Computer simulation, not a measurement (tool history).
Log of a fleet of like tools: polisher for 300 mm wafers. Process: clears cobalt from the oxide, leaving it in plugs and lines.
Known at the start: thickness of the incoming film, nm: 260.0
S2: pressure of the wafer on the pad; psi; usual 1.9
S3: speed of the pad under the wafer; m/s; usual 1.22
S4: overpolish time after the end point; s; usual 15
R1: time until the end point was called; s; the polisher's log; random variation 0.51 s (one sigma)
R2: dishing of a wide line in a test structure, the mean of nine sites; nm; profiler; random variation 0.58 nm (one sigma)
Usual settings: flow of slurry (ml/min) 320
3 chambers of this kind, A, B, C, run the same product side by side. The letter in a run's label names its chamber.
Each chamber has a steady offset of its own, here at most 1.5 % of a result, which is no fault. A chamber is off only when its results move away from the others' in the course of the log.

At hour 4.3: chamber B: worn pad replaced by a new one.
Run 1B, hour 5.6: usual settings. Result: R1 49.955 s, R2 46.137 nm.
Run 2C, hour 10: usual settings. Result: R1 49.802 s, R2 46.456 nm.
Run 3A, hour 13.2: usual settings. Result: R1 51.99 s, R2 45.735 nm.
Run 4B, hour 17: usual settings. Result: R1 49.965 s, R2 47.297 nm.
Run 5C, hour 20.7: usual settings. Result: R1 49.335 s, R2 45.534 nm.
Run 6A, hour 27: usual settings. Result: R1 50.787 s, R2 46.914 nm.
At hour 31.3: chamber C: worn pad replaced by a new one.
Run 7A, hour 32.4: usual settings. Result: R1 50.917 s, R2 46.33 nm.
Run 8C, hour 38: usual settings. Result: R1 50.136 s, R2 46.277 nm.
Run 9B, hour 43.9: usual settings. Result: R1 48.905 s, R2 46.341 nm.
Run 10A, hour 47.3: usual settings. Result: R1 52.122 s, R2 45.679 nm.
Run 11B, hour 52.9: usual settings. Result: R1 49.706 s, R2 45.707 nm.
Run 12C, hour 57.5: usual settings. Result: R1 50.806 s, R2 46.342 nm.
Run 13C, hour 62.7: usual settings. Result: R1 50.183 s, R2 45.837 nm.
Run 14B, hour 67.5: usual settings. Result: R1 49.105 s, R2 46.439 nm.
Run 15A, hour 71.4: usual settings. Result: R1 51.195 s, R2 46.194 nm.
Run 16A, hour 76.2: usual settings but S2 1.6 psi, S3 0.82 m/s. Result: R1 92.938 s, R2 31.15 nm.
At hour 82: chamber B: worn pad replaced by a new one.
Run 17B, hour 82.6: usual settings but S2 1.6 psi, S3 0.82 m/s. Result: R1 87.337 s, R2 32.431 nm.
Run 18C, hour 86.3: usual settings but S2 1.6 psi, S3 0.82 m/s. Result: R1 90.608 s, R2 32.381 nm.
Run 19A, hour 92.5: usual settings. Result: R1 53.157 s, R2 45.929 nm.
At hour 93: chamber C: head pressure recalibrated.
Run 20C, hour 95.7: usual settings but flow of slurry (ml/min) 245, S4 7 s. Result: R1 52.423 s, R2 27.472 nm.
At hour 101.8: chamber C: worn pad replaced by a new one.
Run 21B, hour 102.4: usual settings but flow of slurry (ml/min) 245, S4 7 s. Result: R1 51.714 s, R2 27.273 nm.
Run 22A, hour 109.4: usual settings but flow of slurry (ml/min) 245, S4 7 s. Result: R1 55.382 s, R2 25.596 nm.
Run 23B, hour 114.9: usual settings. Result: R1 50.026 s, R2 45.887 nm.
At hour 119.1: chamber A: slurry nozzle cleaned.
Run 24C, hour 121.9: usual settings. Result: R1 50.509 s, R2 46.11 nm.
Run 25A, hour 128.6: usual settings. Result: R1 53.728 s, R2 44.28 nm.
Run 26B, hour 131.8: usual settings but flow of slurry (ml/min) 250. Result: R1 51.093 s, R2 45.929 nm.
Run 27C, hour 136.2: usual settings but flow of slurry (ml/min) 250. Result: R1 52.365 s, R2 44.783 nm.
Run 28C, hour 139.6: usual settings but flow of slurry (ml/min) 250. Result: R1 52.434 s, R2 45.434 nm.
Run 29B, hour 145.3: usual settings. Result: R1 50.657 s, R2 46.434 nm.
Run 30A, hour 152.6: usual settings. Result: R1 53.527 s, R2 44.555 nm.
Run 31B, hour 155.7: usual settings. Result: R1 49.596 s, R2 45.74 nm.
Run 32A, hour 159: usual settings. Result: R1 53.955 s, R2 43.68 nm.
Run 33C, hour 162.1: usual settings. Result: R1 49.811 s, R2 46.116 nm.
At hour 164.8: chamber B: slurry nozzle cleaned.
At hour 167.1: chamber B: worn pad replaced by a new one.
Run 34B, hour 168.2: usual settings. Result: R1 50.923 s, R2 46.084 nm.
Run 35A, hour 175.5: usual settings. Result: R1 54.612 s, R2 44.253 nm.
Run 36C, hour 178.9: usual settings. Result: R1 51.188 s, R2 45.984 nm.
Run 37A, hour 185.2: usual settings. Result: R1 54.363 s, R2 45.53 nm.
Run 38B, hour 189.8: usual settings. Result: R1 50.026 s, R2 46.514 nm.
Run 39C, hour 195.1: usual settings. Result: R1 50.935 s, R2 45.203 nm.
At hour 196: chamber C: worn pad replaced by a new one.
Run 40C, hour 200.6: usual settings. Result: R1 49.701 s, R2 45.817 nm.
Run 41A, hour 207.8: usual settings. Result: R1 55.269 s, R2 44.552 nm.
Run 42B, hour 213.7: usual settings. Result: R1 50.573 s, R2 46.664 nm.

Is one chamber off against the others, does the gauge drift, or is nothing wrong? If a chamber is off, say which, and what the likeliest cause is.

Chamber A drifts away from the others.
Cause: removal rate lost through wear of the pad, % = 8.77.
The log may not tell that from: head's pressure below its setpoint, %.

Here are 4 candidates for chamber A's next run, each the usual settings with a change, their results left as question marks. Which one brings its results back in line with what the others give on the usual settings?
In line means no further than this from the other chambers' mean on the usual settings: R1 1.8 s; R2 2 nm
Run 43A-1, hour 219: usual settings but S2 1.7 psi, S3 1.14 m/s, S4 16 s. Result: R1 ?, R2 ?.
Run 43A-2, hour 219: usual settings but S2 2 psi, S3 1.28 m/s. Result: R1 ?, R2 ?.
Run 43A-3, hour 219: usual settings but S2 1.8 psi, S3 1.16 m/s. Result: R1 ?, R2 ?.
Run 43A-4, hour 219: usual settings but S2 2.1 psi, S3 1.32 m/s. Result: R1 ?, R2 ?.

The other chambers' mean on the usual settings: R1 50.202 s; R2 46.196 nm
  run      R1      R2
43A-1  66.807  41.445
43A-2  50.359  46.939
43A-3  61.933  41.712
43A-4  46.456  48.948
43A-2 brings the chamber back in line.
